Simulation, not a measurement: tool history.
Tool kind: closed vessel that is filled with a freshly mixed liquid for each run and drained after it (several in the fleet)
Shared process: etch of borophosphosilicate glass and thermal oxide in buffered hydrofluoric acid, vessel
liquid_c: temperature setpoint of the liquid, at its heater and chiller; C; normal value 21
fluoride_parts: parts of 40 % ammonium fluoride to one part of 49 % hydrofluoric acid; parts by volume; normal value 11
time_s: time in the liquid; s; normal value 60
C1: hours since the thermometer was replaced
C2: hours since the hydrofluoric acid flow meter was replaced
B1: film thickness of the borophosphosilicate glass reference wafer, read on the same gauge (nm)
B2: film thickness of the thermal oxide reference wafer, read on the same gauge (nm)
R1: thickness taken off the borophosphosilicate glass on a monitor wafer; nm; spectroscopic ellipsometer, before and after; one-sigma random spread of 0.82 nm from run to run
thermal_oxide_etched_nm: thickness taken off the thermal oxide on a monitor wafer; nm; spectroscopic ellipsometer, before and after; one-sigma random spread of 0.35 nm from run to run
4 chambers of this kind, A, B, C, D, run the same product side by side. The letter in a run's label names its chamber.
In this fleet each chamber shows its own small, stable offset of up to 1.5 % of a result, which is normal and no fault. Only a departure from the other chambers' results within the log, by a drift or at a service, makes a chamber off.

run 1B hour=5 | liquid_c=21 fluoride_parts=11 time_s=60 | C1=511.6 C2=144.4 | B1=30.008 B2=29.987 | R1=106.9 thermal_oxide_etched_nm=51.465
run 2D hour=12.3 | liquid_c=21 fluoride_parts=11 time_s=60 | C1=567.6 C2=318.3 | B1=30.049 B2=29.982 | R1=108.2 thermal_oxide_etched_nm=51.897
run 3A hour=21.7 | liquid_c=21 fluoride_parts=11 time_s=60 | C1=1326 C2=362 | B1=29.991 B2=30.04 | R1=108.08 thermal_oxide_etched_nm=51.754
run 4C hour=27.3 | liquid_c=21 fluoride_parts=11 time_s=60 | C1=2261.5 C2=119.4 | B1=30.028 B2=29.993 | R1=108.05 thermal_oxide_etched_nm=51.803
run 5D hour=32.4 | liquid_c=21 fluoride_parts=9.5 time_s=60 | C1=587.7 C2=338.4 | B1=29.989 B2=29.994 | R1=121.31 thermal_oxide_etched_nm=58.613
run 6A hour=41.5 | liquid_c=21 fluoride_parts=9.5 time_s=60 | C1=1345.8 C2=381.8 | B1=29.969 B2=30.007 | R1=122.77 thermal_oxide_etched_nm=58.509
run 7B hour=48.2 | liquid_c=21 fluoride_parts=9.5 time_s=60 | C1=554.8 C2=187.6 | B1=30.021 B2=30.006 | R1=121.28 thermal_oxide_etched_nm=58.48
run 8C hour=56.5 | liquid_c=21 fluoride_parts=9.5 time_s=60 | C1=2290.7 C2=148.6 | B1=30.03 B2=29.983 | R1=119.76 thermal_oxide_etched_nm=58.604
run 9A hour=61.1 | liquid_c=21 fluoride_parts=11 time_s=60 | C1=1365.4 C2=401.4 | B1=29.983 B2=29.994 | R1=107.49 thermal_oxide_etched_nm=51.318
run 10B hour=67.4 | liquid_c=21 fluoride_parts=11 time_s=60 | C1=574 C2=206.8 | B1=30.008 B2=29.972 | R1=107.42 thermal_oxide_etched_nm=51.6
run 11D hour=76.5 | liquid_c=21 fluoride_parts=11 time_s=60 | C1=631.8 C2=382.5 | B1=30.035 B2=29.994 | R1=106.38 thermal_oxide_etched_nm=51.519
run 12C hour=85.7 | liquid_c=21 fluoride_parts=11 time_s=60 | C1=2319.9 C2=177.8 | B1=30.036 B2=30.012 | R1=107.9 thermal_oxide_etched_nm=51.296
run 13B hour=92.6 | liquid_c=21 fluoride_parts=11 time_s=60 | C1=599.2 C2=232 | B1=29.993 B2=30.014 | R1=108.1 thermal_oxide_etched_nm=51.561
run 14A hour=99.8 | liquid_c=21 fluoride_parts=11 time_s=60 | C1=1404.1 C2=440.1 | B1=30.012 B2=30.01 | R1=106.72 thermal_oxide_etched_nm=51.897
run 15C hour=106.5 | liquid_c=21 fluoride_parts=11 time_s=60 | C1=2340.7 C2=198.6 | B1=30.004 B2=29.981 | R1=106.16 thermal_oxide_etched_nm=51.673
run 16D hour=112.4 | liquid_c=21 fluoride_parts=11 time_s=60 | C1=667.7 C2=418.4 | B1=29.98 B2=29.998 | R1=108.3 thermal_oxide_etched_nm=52.101
run 17D hour=118.8 | liquid_c=21 fluoride_parts=11 time_s=60 | C1=674.1 C2=424.8 | B1=30.028 B2=29.995 | R1=105.53 thermal_oxide_etched_nm=51.558
run 18A hour=127.6 | liquid_c=21 fluoride_parts=11 time_s=60 | C1=1431.9 C2=467.9 | B1=29.991 B2=29.99 | R1=108 thermal_oxide_etched_nm=51.346
run 19C hour=133.9 | liquid_c=21 fluoride_parts=11 time_s=60 | C1=2368.1 C2=226 | B1=29.935 B2=29.977 | R1=107.86 thermal_oxide_etched_nm=51.06
run 20B hour=138.3 | liquid_c=21 fluoride_parts=11 time_s=60 | C1=644.9 C2=277.7 | B1=30.005 B2=30.014 | R1=106.75 thermal_oxide_etched_nm=51.312
run 21B hour=144.2 | liquid_c=21 fluoride_parts=11 time_s=60 | C1=650.8 C2=283.6 | B1=29.96 B2=29.97 | R1=108.69 thermal_oxide_etched_nm=51.827
run 22C hour=152 | liquid_c=21 fluoride_parts=13.5 time_s=60 | C1=2386.2 C2=244.1 | B1=30.002 B2=30.005 | R1=86.736 thermal_oxide_etched_nm=41.719
run 23A hour=160.9 | liquid_c=21 fluoride_parts=13.5 time_s=60 | C1=1465.2 C2=501.2 | B1=30.041 B2=30.002 | R1=87.845 thermal_oxide_etched_nm=42.17
run 24D hour=169.2 | liquid_c=21 fluoride_parts=13.5 time_s=60 | C1=724.5 C2=475.2 | B1=29.962 B2=30.015 | R1=86.058 thermal_oxide_etched_nm=42.485
run 25B hour=175.4 | liquid_c=21 fluoride_parts=13.5 time_s=60 | C1=682 C2=314.8 | B1=29.986 B2=30.004 | R1=88.407 thermal_oxide_etched_nm=41.71
run 26A hour=182.5 | liquid_c=21 fluoride_parts=11 time_s=60 | C1=1486.8 C2=522.8 | B1=29.983 B2=30.032 | R1=108.15 thermal_oxide_etched_nm=51.401
-- hour=185 chamber C: thermometer replaced
run 27D hour=189.7 | liquid_c=21 fluoride_parts=11 time_s=60 | C1=745 C2=495.7 | B1=29.986 B2=29.979 | R1=107.6 thermal_oxide_etched_nm=51.985
-- hour=191.1 chamber A: hydrofluoric acid flow meter replaced
run 28C hour=196.6 | liquid_c=21 fluoride_parts=11 time_s=60 | C1=11.7 C2=288.7 | B1=30.031 B2=30.022 | R1=108.09 thermal_oxide_etched_nm=51.029
run 29D hour=203.2 | liquid_c=21 fluoride_parts=11 time_s=60 | C1=758.5 C2=509.2 | B1=30.011 B2=30.007 | R1=107.68 thermal_oxide_etched_nm=52.085
run 30A hour=210.1 | liquid_c=17 fluoride_parts=11 time_s=60 | C1=1514.4 C2=19 | B1=30.005 B2=30.011 | R1=85.825 thermal_oxide_etched_nm=40.691
run 31B hour=216.5 | liquid_c=17 fluoride_parts=11 time_s=60 | C1=723.1 C2=355.9 | B1=30.005 B2=29.997 | R1=85.21 thermal_oxide_etched_nm=40.787
run 32C hour=222.5 | liquid_c=17 fluoride_parts=11 time_s=60 | C1=37.6 C2=314.6 | B1=29.984 B2=30.009 | R1=85.702 thermal_oxide_etched_nm=40.47
run 33C hour=231.6 | liquid_c=17 fluoride_parts=11 time_s=60 | C1=46.7 C2=323.7 | B1=29.964 B2=30.043 | R1=84.829 thermal_oxide_etched_nm=40.753
run 34A hour=236.9 | liquid_c=21 fluoride_parts=11 time_s=80 | C1=1541.2 C2=45.8 | B1=29.969 B2=29.997 | R1=142.74 thermal_oxide_etched_nm=68.491
run 35B hour=241.2 | liquid_c=21 fluoride_parts=11 time_s=80 | C1=747.8 C2=380.6 | B1=29.989 B2=29.985 | R1=143.25 thermal_oxide_etched_nm=69.44
run 36D hour=249.2 | liquid_c=21 fluoride_parts=11 time_s=80 | C1=804.5 C2=555.2 | B1=30.013 B2=30.023 | R1=141.23 thermal_oxide_etched_nm=69.281
run 37A hour=256.2 | liquid_c=21 fluoride_parts=11 time_s=80 | C1=1560.5 C2=65.1 | B1=30.016 B2=30 | R1=142.27 thermal_oxide_etched_nm=69.743
run 38C hour=261.1 | liquid_c=21 fluoride_parts=11 time_s=60 | C1=76.2 C2=353.2 | B1=29.987 B2=30 | R1=106.64 thermal_oxide_etched_nm=51.273
run 39B hour=268.2 | liquid_c=21 fluoride_parts=11 time_s=60 | C1=774.8 C2=407.6 | B1=30.004 B2=30.007 | R1=107.4 thermal_oxide_etched_nm=51.683
run 40D hour=276.6 | liquid_c=21 fluoride_parts=11 time_s=60 | C1=831.9 C2=582.6 | B1=29.99 B2=30.022 | R1=107.25 thermal_oxide_etched_nm=51.701
run 41A hour=282.3 | liquid_c=21 fluoride_parts=11 time_s=60 | C1=1586.6 C2=91.2 | B1=30.004 B2=29.999 | R1=109.03 thermal_oxide_etched_nm=51.024
run 42C hour=288.5 | liquid_c=21 fluoride_parts=11 time_s=60 | C1=103.6 C2=380.6 | B1=30.006 B2=29.99 | R1=106.22 thermal_oxide_etched_nm=51.724

Has any chamber moved away from the others, gradually or after a service, or does the common gauge drift, or do the chambers differ only by their own small steady offsets? State the chamber and the most likely cause if one applies.

All chambers stay in line apart from their small fixed offsets, and the gauge does not drift.
